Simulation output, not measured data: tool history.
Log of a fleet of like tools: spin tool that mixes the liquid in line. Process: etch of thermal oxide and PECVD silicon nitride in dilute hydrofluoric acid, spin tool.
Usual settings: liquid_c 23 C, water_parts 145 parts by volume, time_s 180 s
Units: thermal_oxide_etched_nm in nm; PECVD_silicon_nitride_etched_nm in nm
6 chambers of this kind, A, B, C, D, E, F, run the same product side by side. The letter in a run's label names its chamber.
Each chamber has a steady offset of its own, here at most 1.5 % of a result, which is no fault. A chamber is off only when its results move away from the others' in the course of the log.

| run | day | liquid_c | water_parts | time_s | hours since the thermometer was replaced | hours since the hydrofluoric acid flow meter was replaced | read-back film thickness of the thermal oxide reference wafer, read on the same gauge (nm) | read-back film thickness of the PECVD silicon nitride reference wafer, read on the same gauge (nm) | thermal_oxide_etched_nm | PECVD_silicon_nitride_etched_nm |
|---|---|---|---|---|---|---|---|---|---|---|
| 1D | 0.371 | 23 | 145 | 180 | 226.1 | 917.8 | 150.02 | 79.974 | 5.2237 | 3.206 |
| 2A | 0.708 | 23 | 145 | 180 | 1481.5 | 180.2 | 150.01 | 79.994 | 5.1673 | 3.205 |
| 3C | 0.971 | 23 | 145 | 180 | 1360.9 | 736.8 | 149.96 | 79.963 | 5.2177 | 3.2139 |
| 4E | 1.254 | 23 | 145 | 180 | 2217 | 1969.2 | 150 | 79.96 | 5.2925 | 3.2284 |
| 5B | 1.517 | 23 | 145 | 180 | 315 | 1039 | 150.04 | 80.005 | 5.1477 | 3.1949 |
| 6F | 1.721 | 23 | 145 | 105 | 1146.1 | 862.3 | 149.99 | 79.988 | 3.0448 | 1.8807 |
| 7E | 1.921 | 23 | 145 | 105 | 2233 | 1985.2 | 150.01 | 79.97 | 3.0744 | 1.8903 |
| 8D | 2.112 | 23 | 145 | 105 | 267.9 | 959.6 | 150.02 | 79.971 | 3.0636 | 1.8925 |
| 9F | 2.329 | 23 | 145 | 105 | 1160.7 | 876.9 | 149.99 | 80.002 | 3.032 | 1.8482 |
| 10B | 2.533 | 23 | 145 | 105 | 339.4 | 1063.4 | 149.95 | 79.972 | 3.0731 | 1.8518 |
| 11C | 2.75 | 23 | 145 | 105 | 1403.6 | 779.5 | 149.99 | 79.968 | 3.0325 | 1.8771 |
| 12A | 2.992 | 23 | 145 | 180 | 1536.3 | 235 | 149.98 | 80.003 | 5.2256 | 3.1753 |
| 13D | 3.271 | 23 | 145 | 180 | 295.7 | 987.4 | 149.98 | 79.98 | 5.2092 | 3.2556 |
| 14B | 3.579 | 23 | 145 | 180 | 364.5 | 1088.5 | 150.02 | 79.999 | 5.2794 | 3.183 |
| 15C | 3.788 | 23 | 145 | 180 | 1428.5 | 804.4 | 149.98 | 79.984 | 5.2484 | 3.2165 |
| 16A | 4.075 | 23 | 145 | 180 | 1562.3 | 261 | 149.94 | 80.033 | 5.1953 | 3.2602 |
| 17F | 4.304 | 23 | 145 | 180 | 1208.1 | 924.3 | 150.01 | 79.987 | 5.1287 | 3.2307 |
| 18E | 4.562 | 27 | 110 | 180 | 2296.4 | 2048.6 | 149.99 | 79.978 | 8.4402 | 5.416 |
| 19A | 4.817 | 27 | 110 | 180 | 1580.1 | 278.8 | 150 | 80.037 | 8.368 | 5.5119 |
| 20F | 5.058 | 27 | 110 | 180 | 1226.2 | 942.4 | 150.06 | 80.008 | 8.3121 | 5.635 |
| 21D | 5.412 | 27 | 110 | 180 | 347.1 | 1038.8 | 149.99 | 80.005 | 8.44 | 5.4346 |
| 22C | 5.662 | 27 | 110 | 180 | 1473.5 | 849.4 | 149.99 | 80.002 | 8.4145 | 5.4033 |
| 23B | 6.046 | 27 | 110 | 180 | 423.7 | 1147.7 | 149.97 | 80.027 | 8.4301 | 5.4307 |
| 24E | 6.404 | 23 | 145 | 180 | 2340.6 | 2092.8 | 150.01 | 79.996 | 5.1669 | 3.15 |
| 25A | 6.633 | 23 | 145 | 180 | 1623.7 | 322.4 | 149.98 | 79.976 | 5.1625 | 3.1684 |
| 26D | 6.929 | 23 | 145 | 180 | 383.5 | 1075.2 | 149.97 | 79.978 | 5.2409 | 3.2361 |
|  | 7.046 | chamber D: hydrofluoric acid flow meter replaced |
| 27F | 7.238 | 23 | 145 | 180 | 1278.5 | 994.7 | 149.99 | 80.005 | 5.2226 | 3.2848 |
| 28E | 7.412 | 23 | 145 | 180 | 2364.8 | 2117 | 150.02 | 80.004 | 5.2323 | 3.1804 |
| 29C | 7.633 | 23 | 145 | 180 | 1520.8 | 896.7 | 150.04 | 79.984 | 5.3138 | 3.1959 |
| 30B | 7.888 | 23 | 90 | 255 | 467.9 | 1191.9 | 149.96 | 79.961 | 12.792 | 7.2529 |
| 31A | 8.208 | 23 | 90 | 255 | 1661.5 | 360.2 | 150 | 80.004 | 12.448 | 7.1619 |
| 32C | 8.579 | 23 | 90 | 255 | 1543.5 | 919.4 | 149.98 | 80.023 | 12.815 | 7.3179 |
|  | 8.667 | chamber B: hydrofluoric acid flow meter replaced |
| 33D | 8.821 | 23 | 90 | 255 | 428.9 | 42.7 | 149.97 | 80.025 | 12.609 | 7.3881 |
| 34E | 9.162 | 23 | 90 | 255 | 2406.8 | 2159 | 149.99 | 80.011 | 13.09 | 7.3096 |
| 35F | 9.512 | 23 | 90 | 255 | 1333.1 | 1049.3 | 150.01 | 79.991 | 12.87 | 7.4681 |
| 36B | 9.808 | 21 | 145 | 180 | 514 | 27.5 | 150.02 | 80.027 | 4.759 | 2.817 |

What goes on in this fleet: one chamber off, a drifting gauge, or nothing beyond the chambers' own small offsets? Name the chamber and the cause, if any.

No chamber stands off beyond its own small offset, and the gauge holds steady.

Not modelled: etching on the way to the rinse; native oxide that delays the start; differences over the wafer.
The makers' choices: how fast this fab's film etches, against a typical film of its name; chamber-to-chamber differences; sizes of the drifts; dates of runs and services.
